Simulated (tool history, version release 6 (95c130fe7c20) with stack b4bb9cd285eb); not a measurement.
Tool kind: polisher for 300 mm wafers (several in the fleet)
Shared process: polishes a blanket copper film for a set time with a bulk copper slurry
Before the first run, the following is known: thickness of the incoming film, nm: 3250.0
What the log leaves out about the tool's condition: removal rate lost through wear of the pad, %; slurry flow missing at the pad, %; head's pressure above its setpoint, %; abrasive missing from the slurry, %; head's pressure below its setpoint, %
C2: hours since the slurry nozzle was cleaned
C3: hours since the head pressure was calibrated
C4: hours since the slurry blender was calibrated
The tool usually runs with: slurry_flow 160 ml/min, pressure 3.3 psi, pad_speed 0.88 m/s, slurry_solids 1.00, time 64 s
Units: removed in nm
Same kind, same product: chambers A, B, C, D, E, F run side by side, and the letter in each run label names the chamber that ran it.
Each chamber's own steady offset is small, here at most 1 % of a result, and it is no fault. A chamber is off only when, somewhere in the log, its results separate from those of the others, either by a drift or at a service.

Run 1C, hour 4.7: usual settings; wafers polished on this pad 170; C2 28.5; C3 1213.8; C4 248.4. Result: removed 668.76 nm.
Run 2A, hour 10.1: usual settings; wafers polished on this pad 445; C2 132.4; C3 375.4; C4 20.7. Result: removed 672.79 nm.
At hour 11.2: chamber F: slurry blender recalibrated.
At hour 11.4: chamber D: worn pad replaced by a new one.
Run 3B, hour 17.5: usual settings; wafers polished on this pad 406; C2 45.8; C3 767.6; C4 153.4. Result: removed 679.66 nm.
At hour 21.4: chamber E: head pressure recalibrated.
Run 4D, hour 25.2: usual settings; wafers polished on this pad 172; C2 236.4; C3 249.4; C4 92.1. Result: removed 666.49 nm.
At hour 29.4: chamber F: worn pad replaced by a new one.
Run 5F, hour 31.5: usual settings; wafers polished on this pad 27; C2 244.1; C3 629.6; C4 20.3. Result: removed 670.90 nm.
Run 6E, hour 35.2: usual settings; wafers polished on this pad 877; C2 348.2; C3 13.8; C4 56.5. Result: removed 665.96 nm.
At hour 39.1: chamber B: head pressure recalibrated.
Run 7A, hour 42.1: usual settings but slurry_flow 135 ml/min, pressure 2.4 psi; wafers polished on this pad 845; C2 164.4; C3 407.4; C4 52.7. Result: removed 462.08 nm.
Run 8C, hour 49.3: usual settings but slurry_flow 135 ml/min, pressure 2.4 psi; wafers polished on this pad 726; C2 73.1; C3 1258.4; C4 293.0. Result: removed 470.15 nm.
Run 9B, hour 53.0: usual settings but slurry_flow 135 ml/min, pressure 2.4 psi; wafers polished on this pad 849; C2 81.3; C3 14.0; C4 188.9. Result: removed 463.97 nm.
At hour 56.7: chamber C: worn pad replaced by a new one.
Run 10F, hour 60.9: usual settings but slurry_flow 135 ml/min, pressure 2.4 psi; wafers polished on this pad 393; C2 273.5; C3 659.0; C4 49.7. Result: removed 461.02 nm.
Run 11D, hour 67.4: usual settings but slurry_flow 135 ml/min, pressure 2.4 psi; wafers polished on this pad 699; C2 278.6; C3 291.6; C4 134.3. Result: removed 486.76 nm.
At hour 73.6: chamber A: worn pad replaced by a new one.
At hour 73.7: chamber F: worn pad replaced by a new one.
Run 12E, hour 73.9: usual settings but slurry_flow 135 ml/min, pressure 2.4 psi; wafers polished on this pad 1360; C2 386.9; C3 52.5; C4 95.2. Result: removed 459.98 nm.
At hour 74.6: chamber D: worn pad replaced by a new one.
At hour 76.1: chamber D: slurry nozzle cleaned.
At hour 76.9: chamber B: worn pad replaced by a new one.
At hour 79.7: chamber E: worn pad replaced by a new one.
At hour 81.1: chamber C: slurry blender recalibrated.
Run 13F, hour 82.5: usual settings; wafers polished on this pad 110; C2 295.1; C3 680.6; C4 71.3. Result: removed 667.40 nm.
Run 14A, hour 86.9: usual settings; wafers polished on this pad 166; C2 209.2; C3 452.2; C4 97.5. Result: removed 671.00 nm.
At hour 87.3: chamber A: head pressure recalibrated.
Run 15B, hour 94.4: usual settings; wafers polished on this pad 219; C2 122.7; C3 55.4; C4 230.3. Result: removed 654.24 nm.
Run 16E, hour 101.8: usual settings; wafers polished on this pad 276; C2 414.8; C3 80.4; C4 123.1. Result: removed 650.76 nm.
Run 17C, hour 110.4: usual settings but slurry_solids 0.75, time 78 s; wafers polished on this pad 670; C2 134.2; C3 1319.5; C4 29.3. Result: removed 760.96 nm.
Run 18D, hour 115.2: usual settings but slurry_solids 0.75, time 78 s; wafers polished on this pad 506; C2 39.1; C3 339.4; C4 182.1. Result: removed 772.31 nm.
At hour 120.4: chamber C: worn pad replaced by a new one.
Run 19B, hour 122.8: usual settings but slurry_solids 0.75, time 78 s; wafers polished on this pad 573; C2 151.1; C3 83.8; C4 258.7. Result: removed 768.33 nm.
Run 20A, hour 126.8: usual settings but slurry_solids 0.75, time 78 s; wafers polished on this pad 664; C2 249.1; C3 39.6; C4 137.4. Result: removed 763.24 nm.
At hour 127.6: chamber F: worn pad replaced by a new one.
At hour 133.6: chamber C: head pressure recalibrated.
Run 21C, hour 134.1: usual settings but slurry_solids 0.75, time 78 s; wafers polished on this pad 171; C2 157.9; C3 0.5; C4 53.0. Result: removed 760.86 nm.
At hour 137.2: chamber D: worn pad replaced by a new one.
Run 22E, hour 142.5: usual settings but slurry_solids 0.75, time 78 s; wafers polished on this pad 784; C2 455.5; C3 121.1; C4 163.8. Result: removed 762.52 nm.
Run 23D, hour 148.3: usual settings; wafers polished on this pad 138; C2 72.2; C3 372.5; C4 215.2. Result: removed 694.76 nm.
Run 24F, hour 152.2: usual settings but slurry_solids 1.25, time 75 s; wafers polished on this pad 307; C2 364.8; C3 750.3; C4 141.0. Result: removed 798.43 nm.
Run 25F, hour 156.7: usual settings but slurry_solids 1.25, time 75 s; wafers polished on this pad 364; C2 369.3; C3 754.8; C4 145.5. Result: removed 822.23 nm.
Run 26B, hour 160.8: usual settings but slurry_solids 1.25, time 75 s; wafers polished on this pad 1047; C2 189.1; C3 121.8; C4 296.7. Result: removed 800.81 nm.
At hour 164.8: chamber A: worn pad replaced by a new one.
Run 27D, hour 165.9: usual settings but slurry_solids 1.25, time 75 s; wafers polished on this pad 358; C2 89.8; C3 390.1; C4 232.8. Result: removed 835.46 nm.
At hour 169.8: chamber E: worn pad replaced by a new one.
At hour 170.6: chamber B: worn pad replaced by a new one.
Run 28C, hour 171.8: usual settings but slurry_solids 1.25, time 75 s; wafers polished on this pad 642; C2 195.6; C3 38.2; C4 90.7. Result: removed 823.39 nm.
At hour 174.7: chamber C: worn pad replaced by a new one.
Run 29E, hour 178.9: usual settings but slurry_solids 1.25, time 75 s; wafers polished on this pad 114; C2 491.9; C3 157.5; C4 200.2. Result: removed 800.05 nm.
At hour 180.0: chamber F: worn pad replaced by a new one.
Run 30A, hour 186.4: usual settings; wafers polished on this pad 270; C2 308.7; C3 99.2; C4 197.0. Result: removed 662.78 nm.
Run 31F, hour 194.5: usual settings; wafers polished on this pad 182; C2 407.1; C3 792.6; C4 183.3. Result: removed 659.70 nm.
Run 32D, hour 199.9: usual settings; wafers polished on this pad 782; C2 123.8; C3 424.1; C4 266.8. Result: removed 717.31 nm.
Run 33A, hour 207.6: usual settings; wafers polished on this pad 534; C2 329.9; C3 120.4; C4 218.2. Result: removed 662.08 nm.
At hour 210.2: chamber D: worn pad replaced by a new one.
Run 34C, hour 215.5: usual settings; wafers polished on this pad 508; C2 239.3; C3 81.9; C4 134.4. Result: removed 658.49 nm.
At hour 220.8: chamber B: slurry blender recalibrated.
Run 35E, hour 222.4: usual settings; wafers polished on this pad 657; C2 535.4; C3 201.0; C4 243.7. Result: removed 656.24 nm.
At hour 224.3: chamber D: slurry blender recalibrated.
Run 36B, hour 227.7: usual settings; wafers polished on this pad 712; C2 256.0; C3 188.7; C4 7.0. Result: removed 669.64 nm.
At hour 230.1: chamber C: worn pad replaced by a new one.
Run 37C, hour 234.5: usual settings; wafers polished on this pad 55; C2 258.3; C3 100.9; C4 153.4. Result: removed 665.00 nm.
Run 38A, hour 239.3: usual settings; wafers polished on this pad 930; C2 361.6; C3 152.1; C4 249.9. Result: removed 649.99 nm.
Run 39D, hour 244.7: usual settings; wafers polished on this pad 430; C2 168.6; C3 468.9; C4 20.5. Result: removed 726.80 nm.

Which is it: a chamber that has drifted or been left off by a service, a gauge drift common to all chambers, or only each chamber's usual small offset? If a chamber is off, name it and its likeliest cause.

Chamber D drifts away from the others.
Likeliest cause: head's pressure above its setpoint, % = 9.17.

Below are 4 candidate recipes for chamber D's next run, each the usual settings with a change, their results shown as question marks. Which of them brings D's results back in line with what the other chambers give on the usual settings?
In-line tolerance around the mean of the other chambers on the usual settings: removed 32.00 nm
Run 40D-1, hour 250.9: usual settings but pressure 3.4 psi, pad_speed 0.92 m/s. Result: removed ?.
Run 40D-2, hour 250.9: usual settings but pressure 3.0 psi, time 59 s. Result: removed ?.
Run 40D-3, hour 250.9: usual settings but pressure 3.5 psi, pad_speed 0.92 m/s, time 68 s. Result: removed ?.
Run 40D-4, hour 250.9: usual settings but pressure 3.2 psi, pad_speed 0.86 m/s, time 62 s. Result: removed ?.

What the other chambers average on the usual settings: removed 662.52 nm
  run  removed
40D-1   775.34
40D-2   604.02
40D-3   847.71
40D-4   660.90
40D-4 brings the chamber back in line.
